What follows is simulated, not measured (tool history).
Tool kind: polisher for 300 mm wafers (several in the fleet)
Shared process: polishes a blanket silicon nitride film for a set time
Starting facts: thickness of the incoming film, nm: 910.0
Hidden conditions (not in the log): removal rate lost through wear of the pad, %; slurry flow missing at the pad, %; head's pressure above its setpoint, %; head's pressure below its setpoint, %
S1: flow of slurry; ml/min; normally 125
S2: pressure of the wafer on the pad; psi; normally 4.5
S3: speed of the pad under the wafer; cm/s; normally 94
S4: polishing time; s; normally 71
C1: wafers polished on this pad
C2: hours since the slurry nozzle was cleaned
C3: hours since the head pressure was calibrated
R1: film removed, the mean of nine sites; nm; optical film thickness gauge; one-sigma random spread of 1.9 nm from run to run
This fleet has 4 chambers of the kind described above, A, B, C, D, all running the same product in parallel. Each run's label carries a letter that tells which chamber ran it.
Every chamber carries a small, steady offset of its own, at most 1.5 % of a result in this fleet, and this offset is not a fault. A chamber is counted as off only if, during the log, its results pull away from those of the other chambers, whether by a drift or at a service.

| run | hour | S1 | S2 | S3 | S4 | C1 | C2 | C3 | R1 |
|---|---|---|---|---|---|---|---|---|---|
|  | 2.1 | chamber C: slurry nozzle cleaned |
| 1A | 13.3 | 125 | 4.5 | 94 | 71 | 274 | 461.7 | 329.3 | 150.80 |
|  | 24.3 | chamber B: worn pad replaced by a new one |
| 2C | 25.9 | 125 | 4.5 | 94 | 71 | 534 | 23.9 | 252.5 | 151.16 |
| 3B | 32.2 | 125 | 4.5 | 94 | 71 | 120 | 366.3 | 692.5 | 150.69 |
|  | 35.7 | chamber A: slurry nozzle cleaned |
|  | 37.6 | chamber A: head pressure recalibrated |
|  | 38.1 | chamber D: worn pad replaced by a new one |
|  | 40.9 | chamber A: worn pad replaced by a new one |
| 4D | 43.2 | 125 | 4.5 | 94 | 71 | 78 | 336.2 | 531.4 | 152.23 |
|  | 50.2 | chamber C: worn pad replaced by a new one |
| 5C | 54.3 | 125 | 5.9 | 94 | 71 | 62 | 52.3 | 280.9 | 199.28 |
| 6D | 63.9 | 125 | 5.9 | 94 | 71 | 393 | 356.9 | 552.1 | 198.05 |
| 7A | 71.6 | 125 | 5.9 | 94 | 71 | 468 | 36.0 | 34.1 | 199.65 |
| 8B | 81.7 | 125 | 5.9 | 94 | 71 | 875 | 415.8 | 742.0 | 196.70 |
|  | 85.6 | chamber B: head pressure recalibrated |
| 9A | 91.3 | 125 | 4.5 | 94 | 71 | 769 | 55.7 | 53.8 | 151.13 |
|  | 95.5 | chamber A: worn pad replaced by a new one |
| 10B | 104.0 | 125 | 4.5 | 94 | 71 | 1215 | 438.1 | 18.4 | 152.21 |
|  | 110.5 | chamber B: worn pad replaced by a new one |
|  | 111.4 | chamber D: worn pad replaced by a new one |
| 11C | 115.0 | 125 | 4.5 | 94 | 71 | 988 | 113.0 | 341.6 | 152.43 |
|  | 117.1 | chamber C: worn pad replaced by a new one |
| 12D | 124.6 | 125 | 4.5 | 94 | 71 | 202 | 417.6 | 612.8 | 148.80 |
| 13A | 133.5 | 100 | 4.5 | 94 | 89 | 579 | 97.9 | 96.0 | 176.60 |
| 14D | 139.5 | 100 | 4.5 | 94 | 89 | 429 | 432.5 | 627.7 | 177.52 |
|  | 141.6 | chamber A: worn pad replaced by a new one |
| 15B | 149.9 | 100 | 4.5 | 94 | 89 | 602 | 484.0 | 64.3 | 176.28 |
| 16C | 157.3 | 100 | 4.5 | 94 | 89 | 613 | 155.3 | 383.9 | 182.40 |
| 17D | 170.6 | 125 | 4.5 | 94 | 71 | 903 | 463.6 | 658.8 | 149.10 |
|  | 174.3 | chamber D: head pressure recalibrated |
| 18A | 179.1 | 125 | 4.5 | 94 | 71 | 573 | 143.5 | 141.6 | 151.68 |
|  | 181.3 | chamber D: worn pad replaced by a new one |
|  | 184.2 | chamber C: worn pad replaced by a new one |
| 19B | 189.0 | 125 | 4.5 | 94 | 71 | 1198 | 523.1 | 103.4 | 151.22 |
|  | 198.9 | chamber A: worn pad replaced by a new one |
| 20C | 199.2 | 125 | 4.5 | 94 | 71 | 230 | 197.2 | 425.8 | 152.86 |
| 21D | 205.3 | 125 | 4.5 | 94 | 71 | 366 | 498.3 | 31.0 | 148.07 |
|  | 206.3 | chamber B: worn pad replaced by a new one |
| 22C | 211.9 | 125 | 3.2 | 124 | 71 | 423 | 209.9 | 438.5 | 133.80 |
| 23A | 225.2 | 125 | 3.2 | 124 | 71 | 401 | 189.6 | 187.7 | 135.55 |
| 24B | 237.0 | 125 | 3.2 | 124 | 71 | 469 | 571.1 | 151.4 | 139.91 |
|  | 244.7 | chamber A: worn pad replaced by a new one |
| 25A | 250.6 | 125 | 3.2 | 124 | 71 | 90 | 215.0 | 213.1 | 137.67 |

One chamber off, gauge drift, or nothing amiss beyond the chambers' own small offsets? If it is a chamber, which one, and what is the likeliest cause?

Beyond each chamber's small constant offset nothing stands out, and the gauge stays steady.

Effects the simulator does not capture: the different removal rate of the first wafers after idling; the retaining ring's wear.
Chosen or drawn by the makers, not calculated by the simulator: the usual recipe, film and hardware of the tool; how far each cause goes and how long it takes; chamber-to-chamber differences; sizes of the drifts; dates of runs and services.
